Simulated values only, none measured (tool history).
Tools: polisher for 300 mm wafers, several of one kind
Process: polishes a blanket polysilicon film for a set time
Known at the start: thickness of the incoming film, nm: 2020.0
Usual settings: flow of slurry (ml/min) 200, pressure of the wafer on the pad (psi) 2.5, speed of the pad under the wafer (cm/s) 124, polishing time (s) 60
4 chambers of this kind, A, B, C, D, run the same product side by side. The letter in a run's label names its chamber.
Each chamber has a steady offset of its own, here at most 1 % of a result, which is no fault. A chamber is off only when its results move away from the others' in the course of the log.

| run | hour | flow of slurry (ml/min) | pressure of the wafer on the pad (psi) | speed of the pad under the wafer (cm/s) | polishing time (s) | wafers polished on this pad | hours since the slurry nozzle was cleaned | hours since the head pressure was calibrated | film removed (angstrom) |
|---|---|---|---|---|---|---|---|---|---|
| 1C | 9.6 | 200 | 2.5 | 124 | 60 | 396 | 67 | 124.9 | 4963.9 |
| 2D | 18.8 | 200 | 2.5 | 124 | 60 | 442 | 400.8 | 462.7 | 5004.6 |
| 3A | 28.1 | 200 | 2.5 | 124 | 60 | 547 | 312.3 | 251.4 | 4851.7 |
| 4B | 36.6 | 200 | 2.5 | 124 | 60 | 360 | 165.7 | 143.8 | 4957.5 |
|  | 40.2 | chamber A: worn pad replaced by a new one |
| 5B | 44.5 | 200 | 2.5 | 124 | 60 | 420 | 173.6 | 151.7 | 4915.1 |
|  | 50.7 | chamber A: slurry nozzle cleaned |
| 6C | 55.2 | 200 | 2.5 | 124 | 60 | 742 | 112.6 | 170.5 | 4895.9 |
| 7D | 66.4 | 200 | 2.5 | 124 | 60 | 803 | 448.4 | 510.3 | 4932.7 |
| 8A | 76.9 | 200 | 2.5 | 124 | 60 | 279 | 26.3 | 300.2 | 4880.5 |
| 9B | 85.7 | 200 | 2.5 | 124 | 80 | 733 | 214.8 | 192.9 | 6573.5 |
| 10A | 91.6 | 200 | 2.5 | 124 | 80 | 390 | 41 | 314.9 | 6581.7 |
| 11C | 97 | 200 | 2.5 | 124 | 80 | 1059 | 154.4 | 212.3 | 6624.8 |
| 12D | 102.9 | 200 | 2.5 | 124 | 80 | 1080 | 484.9 | 546.8 | 6588.4 |
|  | 106.8 | chamber B: slurry nozzle cleaned |
|  | 107.5 | chamber C: worn pad replaced by a new one |
| 13B | 109.4 | 200 | 2.5 | 124 | 60 | 913 | 2.7 | 216.6 | 4971.3 |
| 14A | 116.2 | 200 | 2.5 | 124 | 60 | 577 | 65.6 | 339.5 | 4943.6 |
| 15D | 121.7 | 200 | 2.5 | 124 | 60 | 1222 | 503.7 | 565.6 | 5036.1 |
|  | 127.8 | chamber D: worn pad replaced by a new one |
| 16C | 133.1 | 200 | 2.5 | 124 | 60 | 194 | 190.5 | 248.4 | 4981.8 |
|  | 135.8 | chamber A: worn pad replaced by a new one |
| 17D | 142.7 | 200 | 2.5 | 124 | 60 | 113 | 524.7 | 586.6 | 5125.9 |
| 18A | 148.5 | 200 | 2.5 | 124 | 60 | 96 | 97.9 | 371.8 | 4942.5 |
| 19B | 156.8 | 200 | 2.5 | 124 | 60 | 1272 | 50.1 | 264 | 4868.5 |
| 20C | 161.8 | 200 | 2.5 | 124 | 60 | 412 | 219.2 | 277.1 | 4930.1 |
| 21C | 173.1 | 200 | 2.5 | 124 | 60 | 498 | 230.5 | 288.4 | 4968.6 |
|  | 174.1 | chamber D: slurry nozzle cleaned |
| 22B | 182.8 | 200 | 2.5 | 124 | 60 | 1470 | 76.1 | 290 | 4994.9 |
| 23D | 190.8 | 200 | 2.5 | 124 | 60 | 478 | 16.8 | 634.7 | 5148.6 |
|  | 197.3 | chamber B: head pressure recalibrated |
|  | 199.8 | chamber B: worn pad replaced by a new one |
| 24A | 201.9 | 200 | 2.5 | 124 | 60 | 502 | 151.3 | 425.2 | 4929 |
| 25C | 211.3 | 200 | 2.5 | 124 | 60 | 788 | 268.7 | 326.6 | 4957.9 |
| 26D | 218.1 | 200 | 2.5 | 124 | 60 | 685 | 44.1 | 662 | 5183.4 |
| 27A | 228.7 | 200 | 2.5 | 124 | 60 | 705 | 178.1 | 452 | 4844.4 |
|  | 238.9 | chamber A: worn pad replaced by a new one |
| 28B | 239 | 200 | 2.5 | 124 | 60 | 297 | 132.3 | 41.7 | 4896.6 |
| 29C | 246.5 | 200 | 2.5 | 124 | 60 | 1055 | 303.9 | 361.8 | 4972.1 |
| 30A | 252.9 | 200 | 2.5 | 124 | 60 | 106 | 202.3 | 476.2 | 4934.8 |
|  | 255.3 | chamber C: worn pad replaced by a new one |
| 31D | 262.3 | 200 | 2.5 | 124 | 60 | 1020 | 88.3 | 706.2 | 5325.1 |
| 32B | 272.7 | 200 | 2.5 | 124 | 60 | 553 | 166 | 75.4 | 4938 |
| 33B | 279.3 | 200 | 2.5 | 124 | 60 | 603 | 172.6 | 82 | 4977 |
| 34D | 286.8 | 200 | 2.5 | 124 | 60 | 1206 | 112.8 | 730.7 | 5224.7 |
| 35A | 297.3 | 200 | 2.5 | 124 | 60 | 443 | 246.7 | 520.6 | 4908.4 |
|  | 302.2 | chamber D: worn pad replaced by a new one |
| 36C | 305.2 | 200 | 2.5 | 124 | 60 | 378 | 362.6 | 420.5 | 5013.1 |
| 37B | 315.5 | 200 | 2.5 | 124 | 60 | 878 | 208.8 | 118.2 | 4943.1 |
| 38D | 325.3 | 200 | 2.5 | 124 | 60 | 175 | 151.3 | 769.2 | 5344.1 |
|  | 330.9 | chamber A: worn pad replaced by a new one |
| 39C | 333 | 200 | 2.5 | 124 | 60 | 589 | 390.4 | 448.3 | 4942.9 |
| 40A | 339.6 | 200 | 2.5 | 124 | 60 | 66 | 289 | 562.9 | 4923.2 |

Next, every chamber runs the same settings. What will each give?
| 41A | 347.9 | 200 | 2.5 | 124 | 60 |  |  |  | ? |
| 41B | 347.9 | 200 | 2.5 | 124 | 60 |  |  |  | ? |
| 41C | 347.9 | 200 | 2.5 | 124 | 60 |  |  |  | ? |
| 41D | 347.9 | 200 | 2.5 | 124 | 60 |  |  |  | ? |

| run | film removed (angstrom) |
|---|---|
| 41A | 4926.1 |
| 41B | 4879.9 |
| 41C | 4959.6 |
| 41D | 5341.8 |
